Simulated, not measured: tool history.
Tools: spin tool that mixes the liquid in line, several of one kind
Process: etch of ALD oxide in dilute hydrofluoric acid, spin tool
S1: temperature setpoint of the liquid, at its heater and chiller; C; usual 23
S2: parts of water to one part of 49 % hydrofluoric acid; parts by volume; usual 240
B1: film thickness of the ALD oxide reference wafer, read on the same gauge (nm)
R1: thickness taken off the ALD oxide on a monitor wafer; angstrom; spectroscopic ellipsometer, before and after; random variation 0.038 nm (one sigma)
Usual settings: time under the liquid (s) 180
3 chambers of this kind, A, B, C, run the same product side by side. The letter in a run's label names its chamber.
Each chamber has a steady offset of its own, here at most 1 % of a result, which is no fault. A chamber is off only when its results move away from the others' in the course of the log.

Run 1A, hour 5.9: usual settings; B1 29.997. Result: R1 116.41 angstrom.
Run 2B, hour 12.1: usual settings; B1 30.003. Result: R1 114.9 angstrom.
Run 3C, hour 18.2: usual settings; B1 30.008. Result: R1 116.57 angstrom.
Run 4B, hour 23.3: usual settings; B1 30.025. Result: R1 116.02 angstrom.
Run 5A, hour 29.9: usual settings; B1 29.989. Result: R1 116.15 angstrom.
Run 6C, hour 37.7: usual settings; B1 29.994. Result: R1 116.68 angstrom.
Run 7B, hour 45.3: usual settings; B1 30.049. Result: R1 115.98 angstrom.
Run 8A, hour 51.2: usual settings; B1 30.002. Result: R1 116.01 angstrom.
Run 9C, hour 58.9: usual settings; B1 30.003. Result: R1 117.34 angstrom.
Run 10C, hour 66.2: usual settings but S1 20.5 C, time under the liquid (s) 260; B1 29.975. Result: R1 154.59 angstrom.
Run 11B, hour 73.2: usual settings but S1 20.5 C, time under the liquid (s) 260; B1 29.988. Result: R1 153.23 angstrom.
Run 12A, hour 83.6: usual settings but S1 20.5 C, time under the liquid (s) 260; B1 29.981. Result: R1 152.89 angstrom.
Run 13C, hour 90.2: usual settings; B1 30.007. Result: R1 116.7 angstrom.
Run 14A, hour 97.3: usual settings; B1 29.991. Result: R1 117.12 angstrom.
Run 15B, hour 107.6: usual settings; B1 30.006. Result: R1 115.69 angstrom.
Run 16A, hour 116.8: usual settings; B1 30.001. Result: R1 116.75 angstrom.
Run 17B, hour 127.6: usual settings; B1 30.015. Result: R1 116.57 angstrom.
Run 18C, hour 134.1: usual settings; B1 30.005. Result: R1 116.66 angstrom.
Run 19B, hour 144.7: usual settings; B1 30.002. Result: R1 116.75 angstrom.
Run 20A, hour 154.7: usual settings; B1 29.962. Result: R1 116.96 angstrom.
Run 21C, hour 163.1: usual settings; B1 29.991. Result: R1 116.55 angstrom.
Run 22B, hour 171.7: usual settings; B1 29.99. Result: R1 117.03 angstrom.
Run 23A, hour 181.4: usual settings; B1 29.978. Result: R1 117.1 angstrom.
Run 24C, hour 189.9: usual settings; B1 29.994. Result: R1 116.55 angstrom.
Run 25A, hour 197.5: usual settings; B1 29.973. Result: R1 116.63 angstrom.
Run 26C, hour 207.4: usual settings; B1 30.006. Result: R1 117.17 angstrom.
Run 27B, hour 212.6: usual settings; B1 29.984. Result: R1 117.52 angstrom.
Run 28B, hour 222.1: usual settings; B1 29.969. Result: R1 118.2 angstrom.
Run 29C, hour 231.1: usual settings; B1 29.964. Result: R1 116.89 angstrom.
Run 30A, hour 236.9: usual settings; B1 29.962. Result: R1 116.28 angstrom.
Run 31A, hour 243.7: usual settings; B1 29.996. Result: R1 115.82 angstrom.
Run 32C, hour 248.5: usual settings; B1 29.982. Result: R1 116.36 angstrom.
Run 33B, hour 258.8: usual settings; B1 30.019. Result: R1 118.59 angstrom.
Run 34B, hour 269.4: usual settings; B1 30.024. Result: R1 119.21 angstrom.
Run 35A, hour 279.8: usual settings but S1 25 C, time under the liquid (s) 70; B1 30.015. Result: R1 48.739 angstrom.
Run 36C, hour 286: usual settings but S1 25 C, time under the liquid (s) 70; B1 29.979. Result: R1 48.859 angstrom.

What goes on in this fleet: one chamber off, a drifting gauge, or nothing beyond the chambers' own small offsets? Name the chamber and the cause, if any.

Chamber B drifts away from the others.
Cause: liquid hotter than its thermometer reads (K) = 0.897.
The log may not tell that from: hydrofluoric acid flow above the setpoint (%).

Here are 4 candidates for chamber B's next run, each the usual settings with a change, their results left as question marks. Which one brings its results back in line with what the others give on the usual settings?
In line means no further than this from the other chambers' mean on the usual settings: R1 1.3 angstrom
Run 37B-1, hour 294: usual settings but S2 235 parts by volume. Result: R1 ?.
Run 37B-2, hour 294: usual settings but S2 235 parts by volume, time under the liquid (s) 185. Result: R1 ?.
Run 37B-3, hour 294: usual settings but S2 250 parts by volume. Result: R1 ?.
Run 37B-4, hour 294: usual settings but time under the liquid (s) 175. Result: R1 ?.

The other chambers' mean on the usual settings: R1 116.82 angstrom
  run      R1
37B-1  122.52
37B-2  125.93
37B-3  113.43
37B-4  116.04
37B-4 brings the chamber back in line.

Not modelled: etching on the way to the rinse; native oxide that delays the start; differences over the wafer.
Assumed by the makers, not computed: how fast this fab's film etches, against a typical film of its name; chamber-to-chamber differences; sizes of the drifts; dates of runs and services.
